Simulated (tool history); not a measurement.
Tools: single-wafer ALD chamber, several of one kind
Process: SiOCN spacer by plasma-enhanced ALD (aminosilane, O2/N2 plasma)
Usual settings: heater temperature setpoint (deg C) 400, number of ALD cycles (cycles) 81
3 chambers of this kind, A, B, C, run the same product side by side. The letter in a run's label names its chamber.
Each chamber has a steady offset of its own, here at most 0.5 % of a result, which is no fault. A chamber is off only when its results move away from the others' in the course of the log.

run   hour  heater temperature setpoint (deg C)  number of ALD cycles (cycles)  hours since the last thermocouple change  read-back reference wafer on the same gauge, thickness_nm  mean film thickness on the monitor wafer (nm)
 1C   12.3                                  400                             81                                    2302.3                                                     4.2196                                         4.8810
 2A   19.9                                  400                             81                                     807.9                                                     4.2211                                         4.8644
 3B   31.5                                  400                             81                                     562.9                                                     4.2220                                         4.8744
 4A   42.3                                  400                             81                                     830.3                                                     4.2231                                         4.8506
 5C   49.5                                  400                             81                                    2339.5                                                     4.2235                                         4.8858
 6B   58.4                                  400                             81                                     589.8                                                     4.2237                                         4.8655
 7A   69.5                                  400                             81                                     857.5                                                     4.2242                                         4.8657
 8C   77.7                                  400                             81                                    2367.7                                                     4.2241                                         4.9005
 9B   88.3                                  408                             76                                     619.7                                                     4.2269                                         4.4789
10C   96.3                                  408                             76                                    2386.3                                                     4.2280                                         4.4855
11B  103.3                                  408                             76                                     634.7                                                     4.2271                                         4.4703
12A  111.6                                  400                             81                                     899.6                                                     4.2256                                         4.8784
13A  117.9                                  400                             81                                     905.9                                                     4.2302                                         4.8732
14B  129.0                                  400                             81                                     660.4                                                     4.2299                                         4.8825
15C  140.1                                  410                             81                                    2430.1                                                     4.2306                                         4.7586
16B  152.8                                  410                             81                                     684.2                                                     4.2315                                         4.7282
17C  164.2                                  410                             81                                    2454.2                                                     4.2331                                         4.7504
18A  170.7                                  400                             81                                     958.7                                                     4.2327                                         4.8779
19A  182.8                                  400                             81                                     970.8                                                     4.2311                                         4.8780
20B  193.7                                  391                             93                                     725.1                                                     4.2341                                         5.6087
21C  199.7                                  391                             93                                    2489.7                                                     4.2355                                         5.6377
22B  206.8                                  391                             93                                     738.2                                                     4.2346                                         5.6198
23C  216.8                                  400                             66                                    2506.8                                                     4.2380                                         4.0174
24A  228.6                                  400                             66                                    1016.6                                                     4.2366                                         3.9880
25A  237.2                                  400                             66                                    1025.2                                                     4.2395                                         3.9824
26C  250.1                                  400                             81                                    2540.1                                                     4.2395                                         4.9213
27B  261.1                                  400                             95                                     792.5                                                     4.2399                                         5.7386
28C  273.6                                  400                             95                                    2563.6                                                     4.2401                                         5.7775
29A  280.3                                  400                             95                                    1068.3                                                     4.2401                                         5.7379
     287.9  -- chamber C: thermocouple changed; heater temperature recalibrated
30B  291.0                                  393                             81                                     822.4                                                     4.2415                                         4.8971
31A  300.5                                  393                             81                                    1088.5                                                     4.2422                                         4.8936
32B  310.5                                  393                             81                                     841.9                                                     4.2444                                         4.8977
33C  318.2                                  400                             81                                      30.3                                                     4.2440                                         4.9156
34A  329.5                                  400                             81                                    1117.5                                                     4.2446                                         4.9147
35C  337.0                                  400                             81                                      49.1                                                     4.2458                                         4.9244
36B  345.0                                  400                             81                                     876.4                                                     4.2464                                         4.9049
37B  353.6                                  400                             81                                     885.0                                                     4.2478                                         4.8851
38C  364.1                                  400                             81                                      76.2                                                     4.2483                                         4.9333
39A  371.8                                  400                             81                                    1159.8                                                     4.2482                                         4.8885
40A  381.7                                  400                             81                                    1169.7                                                     4.2486                                         4.8908

Is one chamber off against the others, does the gauge drift, or is nothing wrong? If a chamber is off, say which, and what the likeliest cause is.

The gauge drifts, so all chambers seem to drift together. No chamber is off.
Cause: gauge reads high (%) = 0.691.
